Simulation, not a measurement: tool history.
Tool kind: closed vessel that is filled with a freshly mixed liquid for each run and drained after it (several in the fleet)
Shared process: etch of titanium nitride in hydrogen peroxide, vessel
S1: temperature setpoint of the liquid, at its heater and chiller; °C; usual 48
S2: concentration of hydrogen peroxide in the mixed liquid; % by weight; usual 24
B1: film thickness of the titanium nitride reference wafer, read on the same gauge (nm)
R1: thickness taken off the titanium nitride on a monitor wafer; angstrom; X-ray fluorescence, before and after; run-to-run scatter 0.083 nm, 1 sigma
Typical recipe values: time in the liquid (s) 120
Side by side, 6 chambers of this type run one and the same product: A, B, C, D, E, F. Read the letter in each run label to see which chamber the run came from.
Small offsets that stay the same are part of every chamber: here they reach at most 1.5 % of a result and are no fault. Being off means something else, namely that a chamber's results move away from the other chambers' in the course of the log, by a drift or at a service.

run 1D hour=9.2 | S1=48 S2=24 time_in_the_liquid_(s)=120 | B1=150.04 | R1=83.183
run 2A hour=16.8 | S1=48 S2=24 time_in_the_liquid_(s)=120 | B1=150.02 | R1=84.086
run 3E hour=22.2 | S1=48 S2=24 time_in_the_liquid_(s)=120 | B1=150.02 | R1=84.147
run 4B hour=30.1 | S1=48 S2=24 time_in_the_liquid_(s)=120 | B1=149.99 | R1=84.432
run 5C hour=37 | S1=48 S2=24 time_in_the_liquid_(s)=120 | B1=149.97 | R1=84.272
run 6F hour=47 | S1=48 S2=24 time_in_the_liquid_(s)=120 | B1=149.99 | R1=82.79
run 7D hour=54.9 | S1=43.5 S2=24 time_in_the_liquid_(s)=180 | B1=150.04 | R1=90.95
run 8C hour=63.8 | S1=43.5 S2=24 time_in_the_liquid_(s)=180 | B1=149.96 | R1=91.502
run 9A hour=71.2 | S1=43.5 S2=24 time_in_the_liquid_(s)=180 | B1=149.94 | R1=91.296
run 10E hour=82.4 | S1=43.5 S2=24 time_in_the_liquid_(s)=180 | B1=150.01 | R1=90.815
run 11F hour=90.4 | S1=43.5 S2=24 time_in_the_liquid_(s)=180 | B1=150.01 | R1=88.904
run 12B hour=99.3 | S1=43.5 S2=24 time_in_the_liquid_(s)=180 | B1=149.96 | R1=89.727
run 13A hour=109.7 | S1=48 S2=24 time_in_the_liquid_(s)=120 | B1=150.04 | R1=82.175
-- hour=114.4 chamber D: new drum of peroxide connected
run 14D hour=114.6 | S1=48 S2=24 time_in_the_liquid_(s)=120 | B1=150.02 | R1=84.055
run 15E hour=121.3 | S1=52.5 S2=24 time_in_the_liquid_(s)=80 | B1=150.02 | R1=77.991
-- hour=122.7 chamber E: new drum of peroxide connected
run 16F hour=131.4 | S1=52.5 S2=24 time_in_the_liquid_(s)=80 | B1=150 | R1=76.495
run 17C hour=138.7 | S1=52.5 S2=24 time_in_the_liquid_(s)=80 | B1=150.03 | R1=78.539
run 18B hour=148.4 | S1=52.5 S2=24 time_in_the_liquid_(s)=80 | B1=149.99 | R1=75.802
-- hour=151.6 chamber F: new drum of peroxide connected
run 19E hour=156.9 | S1=52.5 S2=24 time_in_the_liquid_(s)=80 | B1=150 | R1=77.909
run 20D hour=162.8 | S1=52.5 S2=24 time_in_the_liquid_(s)=80 | B1=149.96 | R1=78.259
-- hour=169.1 chamber D: peroxide flow meter replaced
run 21B hour=171.7 | S1=48 S2=24 time_in_the_liquid_(s)=120 | B1=150 | R1=83.458
run 22A hour=182.9 | S1=48 S2=24 time_in_the_liquid_(s)=120 | B1=149.98 | R1=79.677
-- hour=186.3 chamber E: peroxide flow meter replaced
run 23C hour=194.2 | S1=48 S2=24 time_in_the_liquid_(s)=120 | B1=149.99 | R1=84.43
run 24F hour=203.9 | S1=48 S2=24 time_in_the_liquid_(s)=120 | B1=150.02 | R1=84.493
run 25C hour=213.6 | S1=48 S2=21.5 time_in_the_liquid_(s)=165 | B1=149.94 | R1=114.5
-- hour=222.8 chamber A: peroxide flow meter replaced
run 26D hour=224.5 | S1=48 S2=21.5 time_in_the_liquid_(s)=165 | B1=150 | R1=113.05
run 27B hour=233.6 | S1=48 S2=21.5 time_in_the_liquid_(s)=165 | B1=150 | R1=109.99
run 28A hour=240.5 | S1=48 S2=21.5 time_in_the_liquid_(s)=165 | B1=149.93 | R1=102.89
run 29E hour=245.5 | S1=48 S2=21.5 time_in_the_liquid_(s)=165 | B1=150.02 | R1=113.51
run 30F hour=250.7 | S1=48 S2=21.5 time_in_the_liquid_(s)=165 | B1=149.99 | R1=111.26
run 31B hour=256.3 | S1=48 S2=24 time_in_the_liquid_(s)=120 | B1=150.04 | R1=83.771
run 32F hour=262.5 | S1=48 S2=24 time_in_the_liquid_(s)=120 | B1=149.99 | R1=84.147
run 33E hour=271.5 | S1=48 S2=24 time_in_the_liquid_(s)=120 | B1=150.04 | R1=85.985
run 34D hour=278.1 | S1=48 S2=24 time_in_the_liquid_(s)=120 | B1=149.96 | R1=83.609
run 35A hour=283.1 | S1=48 S2=24 time_in_the_liquid_(s)=120 | B1=149.97 | R1=76.234
run 36C hour=293.1 | S1=48 S2=24 time_in_the_liquid_(s)=120 | B1=150.02 | R1=85.071

Each of the 6 chambers runs these same settings next. Fill in every chamber's results:
run 37A hour=301.2 | S1=48 S2=20.5 time_in_the_liquid_(s)=120 | R1=?
run 37B hour=301.2 | S1=48 S2=20.5 time_in_the_liquid_(s)=120 | R1=?
run 37C hour=301.2 | S1=48 S2=20.5 time_in_the_liquid_(s)=120 | R1=?
run 37D hour=301.2 | S1=48 S2=20.5 time_in_the_liquid_(s)=120 | R1=?
run 37E hour=301.2 | S1=48 S2=20.5 time_in_the_liquid_(s)=120 | R1=?
run 37F hour=301.2 | S1=48 S2=20.5 time_in_the_liquid_(s)=120 | R1=?

run=37A R1=72.515
run=37B R1=79.486
run=37C R1=80.391
run=37D R1=81.394
run=37E R1=81.12
run=37F R1=79.149
